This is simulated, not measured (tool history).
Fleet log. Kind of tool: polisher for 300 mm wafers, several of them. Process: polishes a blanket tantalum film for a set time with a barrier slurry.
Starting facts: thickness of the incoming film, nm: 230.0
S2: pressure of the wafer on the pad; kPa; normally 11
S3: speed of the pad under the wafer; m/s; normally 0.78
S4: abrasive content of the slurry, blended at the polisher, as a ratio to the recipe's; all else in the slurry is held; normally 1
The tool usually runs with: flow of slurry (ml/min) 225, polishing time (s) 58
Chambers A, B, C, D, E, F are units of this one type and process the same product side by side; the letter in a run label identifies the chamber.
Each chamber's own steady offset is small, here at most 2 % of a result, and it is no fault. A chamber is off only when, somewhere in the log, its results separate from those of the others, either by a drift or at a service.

-- hour=9.6 chamber C: worn pad replaced by a new one
run 1C hour=13.6 | flow_of_slurry_(ml/min)=225 S2=11 S3=0.78 S4=1 polishing_time_(s)=58 | film_removed_(nm)=73.016
-- hour=20.5 chamber E: worn pad replaced by a new one
run 2E hour=20.7 | flow_of_slurry_(ml/min)=225 S2=11 S3=0.78 S4=1 polishing_time_(s)=58 | film_removed_(nm)=72.288
-- hour=28 chamber E: slurry blender recalibrated
run 3F hour=31.1 | flow_of_slurry_(ml/min)=225 S2=11 S3=0.78 S4=1 polishing_time_(s)=58 | film_removed_(nm)=71.122
-- hour=34.1 chamber F: slurry blender recalibrated
-- hour=36.1 chamber B: slurry nozzle cleaned
-- hour=39.3 chamber F: worn pad replaced by a new one
run 4A hour=39.7 | flow_of_slurry_(ml/min)=225 S2=11 S3=0.78 S4=1 polishing_time_(s)=58 | film_removed_(nm)=72.169
run 5D hour=46.5 | flow_of_slurry_(ml/min)=225 S2=11 S3=0.78 S4=1 polishing_time_(s)=58 | film_removed_(nm)=71.652
-- hour=47.4 chamber F: slurry nozzle cleaned
-- hour=50 chamber A: slurry blender recalibrated
-- hour=51.3 chamber E: slurry nozzle cleaned
run 6B hour=54.7 | flow_of_slurry_(ml/min)=225 S2=11 S3=0.78 S4=1 polishing_time_(s)=58 | film_removed_(nm)=72.099
-- hour=55.3 chamber A: worn pad replaced by a new one
-- hour=57.6 chamber D: worn pad replaced by a new one
run 7F hour=62.9 | flow_of_slurry_(ml/min)=225 S2=11 S3=0.78 S4=1 polishing_time_(s)=58 | film_removed_(nm)=71.975
run 8A hour=75.4 | flow_of_slurry_(ml/min)=225 S2=11 S3=0.78 S4=1 polishing_time_(s)=58 | film_removed_(nm)=71.846
-- hour=79.8 chamber C: worn pad replaced by a new one
-- hour=80.5 chamber A: slurry nozzle cleaned
-- hour=84.3 chamber C: slurry blender recalibrated
run 9C hour=85.7 | flow_of_slurry_(ml/min)=225 S2=11 S3=0.78 S4=1 polishing_time_(s)=58 | film_removed_(nm)=72.893
-- hour=90.3 chamber B: worn pad replaced by a new one
-- hour=92.1 chamber F: head pressure recalibrated
run 10E hour=99.1 | flow_of_slurry_(ml/min)=225 S2=11 S3=0.78 S4=1 polishing_time_(s)=58 | film_removed_(nm)=72.447
run 11B hour=110.4 | flow_of_slurry_(ml/min)=225 S2=11 S3=0.78 S4=1 polishing_time_(s)=58 | film_removed_(nm)=72.801
run 12D hour=118.3 | flow_of_slurry_(ml/min)=225 S2=11 S3=0.78 S4=1 polishing_time_(s)=58 | film_removed_(nm)=71.189
run 13E hour=126 | flow_of_slurry_(ml/min)=225 S2=11 S3=0.78 S4=1 polishing_time_(s)=58 | film_removed_(nm)=72.918
-- hour=127.4 chamber F: worn pad replaced by a new one
-- hour=128.8 chamber A: worn pad replaced by a new one
run 14C hour=134.3 | flow_of_slurry_(ml/min)=225 S2=11 S3=0.78 S4=1 polishing_time_(s)=58 | film_removed_(nm)=72.596
-- hour=139.4 chamber E: worn pad replaced by a new one
run 15B hour=146.6 | flow_of_slurry_(ml/min)=225 S2=11 S3=0.78 S4=1 polishing_time_(s)=58 | film_removed_(nm)=71.605
-- hour=152 chamber C: worn pad replaced by a new one
run 16A hour=152.9 | flow_of_slurry_(ml/min)=225 S2=11 S3=0.78 S4=1 polishing_time_(s)=58 | film_removed_(nm)=72.824
run 17D hour=165.3 | flow_of_slurry_(ml/min)=225 S2=11 S3=0.78 S4=1 polishing_time_(s)=58 | film_removed_(nm)=70.109
-- hour=167.3 chamber F: slurry blender recalibrated
run 18F hour=171.4 | flow_of_slurry_(ml/min)=225 S2=11 S3=0.78 S4=1 polishing_time_(s)=58 | film_removed_(nm)=70.212
run 19E hour=182 | flow_of_slurry_(ml/min)=225 S2=11 S3=0.78 S4=1 polishing_time_(s)=58 | film_removed_(nm)=72.552
-- hour=183.6 chamber D: worn pad replaced by a new one
run 20B hour=195.4 | flow_of_slurry_(ml/min)=225 S2=8.3 S3=0.78 S4=1 polishing_time_(s)=58 | film_removed_(nm)=53.058
-- hour=202.1 chamber B: worn pad replaced by a new one
run 21D hour=205.3 | flow_of_slurry_(ml/min)=225 S2=8.3 S3=0.78 S4=1 polishing_time_(s)=58 | film_removed_(nm)=51.992
-- hour=207.4 chamber F: worn pad replaced by a new one
-- hour=209.8 chamber A: worn pad replaced by a new one
run 22A hour=218.4 | flow_of_slurry_(ml/min)=225 S2=8.3 S3=0.78 S4=1 polishing_time_(s)=58 | film_removed_(nm)=53.214
-- hour=228 chamber B: slurry blender recalibrated
run 23F hour=228.4 | flow_of_slurry_(ml/min)=225 S2=8.3 S3=0.78 S4=1 polishing_time_(s)=58 | film_removed_(nm)=53.386
-- hour=229 chamber C: worn pad replaced by a new one
run 24C hour=237 | flow_of_slurry_(ml/min)=225 S2=8.3 S3=0.78 S4=1 polishing_time_(s)=58 | film_removed_(nm)=54.63
-- hour=239.4 chamber E: worn pad replaced by a new one
-- hour=248.6 chamber F: slurry nozzle cleaned
run 25B hour=249 | flow_of_slurry_(ml/min)=225 S2=8.3 S3=0.78 S4=1 polishing_time_(s)=58 | film_removed_(nm)=53.774
run 26D hour=257.7 | flow_of_slurry_(ml/min)=225 S2=11 S3=0.78 S4=1 polishing_time_(s)=58 | film_removed_(nm)=68.242
run 27A hour=270.9 | flow_of_slurry_(ml/min)=225 S2=11 S3=0.78 S4=1 polishing_time_(s)=58 | film_removed_(nm)=71.131
-- hour=274.4 chamber F: worn pad replaced by a new one
run 28E hour=279.7 | flow_of_slurry_(ml/min)=160 S2=11 S3=0.78 S4=1 polishing_time_(s)=65 | film_removed_(nm)=77.362
-- hour=284.7 chamber E: slurry blender recalibrated
run 29C hour=293.3 | flow_of_slurry_(ml/min)=160 S2=11 S3=0.78 S4=1 polishing_time_(s)=65 | film_removed_(nm)=78.539
-- hour=296.7 chamber A: worn pad replaced by a new one
-- hour=302.6 chamber A: slurry blender recalibrated
run 30F hour=307.1 | flow_of_slurry_(ml/min)=160 S2=11 S3=0.78 S4=1 polishing_time_(s)=65 | film_removed_(nm)=74.916
-- hour=307.8 chamber D: worn pad replaced by a new one
-- hour=309.2 chamber C: worn pad replaced by a new one
-- hour=314.2 chamber F: slurry blender recalibrated
run 31F hour=319.2 | flow_of_slurry_(ml/min)=160 S2=11 S3=0.78 S4=1 polishing_time_(s)=65 | film_removed_(nm)=76.792
-- hour=329.6 chamber B: worn pad replaced by a new one
run 32A hour=332.9 | flow_of_slurry_(ml/min)=160 S2=11 S3=0.78 S4=1 polishing_time_(s)=65 | film_removed_(nm)=76.531
run 33B hour=339.4 | flow_of_slurry_(ml/min)=160 S2=11 S3=0.78 S4=1 polishing_time_(s)=65 | film_removed_(nm)=76.741
-- hour=341.3 chamber C: slurry nozzle cleaned
-- hour=349.3 chamber A: slurry nozzle cleaned
-- hour=351.2 chamber D: slurry nozzle cleaned
run 34D hour=352.6 | flow_of_slurry_(ml/min)=225 S2=11 S3=0.78 S4=1 polishing_time_(s)=58 | film_removed_(nm)=65.213
-- hour=357 chamber E: worn pad replaced by a new one
run 35C hour=366.3 | flow_of_slurry_(ml/min)=225 S2=11 S3=0.78 S4=1 polishing_time_(s)=58 | film_removed_(nm)=74.767
-- hour=367.2 chamber A: worn pad replaced by a new one
-- hour=371.4 chamber E: head pressure recalibrated
run 36E hour=375.2 | flow_of_slurry_(ml/min)=225 S2=11 S3=0.78 S4=1 polishing_time_(s)=58 | film_removed_(nm)=74.136
run 37A hour=384.5 | flow_of_slurry_(ml/min)=225 S2=11 S3=0.78 S4=1 polishing_time_(s)=58 | film_removed_(nm)=72.19

For the next run the whole fleet of 6 chambers uses the same settings. Give each chamber's results:
run 38A hour=394.4 | flow_of_slurry_(ml/min)=225 S2=11 S3=0.78 S4=1 polishing_time_(s)=58 | film_removed_(nm)=?
run 38B hour=394.4 | flow_of_slurry_(ml/min)=225 S2=11 S3=0.78 S4=1 polishing_time_(s)=58 | film_removed_(nm)=?
run 38C hour=394.4 | flow_of_slurry_(ml/min)=225 S2=11 S3=0.78 S4=1 polishing_time_(s)=58 | film_removed_(nm)=?
run 38D hour=394.4 | flow_of_slurry_(ml/min)=225 S2=11 S3=0.78 S4=1 polishing_time_(s)=58 | film_removed_(nm)=?
run 38E hour=394.4 | flow_of_slurry_(ml/min)=225 S2=11 S3=0.78 S4=1 polishing_time_(s)=58 | film_removed_(nm)=?
run 38F hour=394.4 | flow_of_slurry_(ml/min)=225 S2=11 S3=0.78 S4=1 polishing_time_(s)=58 | film_removed_(nm)=?

run=38A film_removed_(nm)=72.873
run=38B film_removed_(nm)=73.537
run=38C film_removed_(nm)=73.265
run=38D film_removed_(nm)=65.926
run=38E film_removed_(nm)=71.917
run=38F film_removed_(nm)=70.957
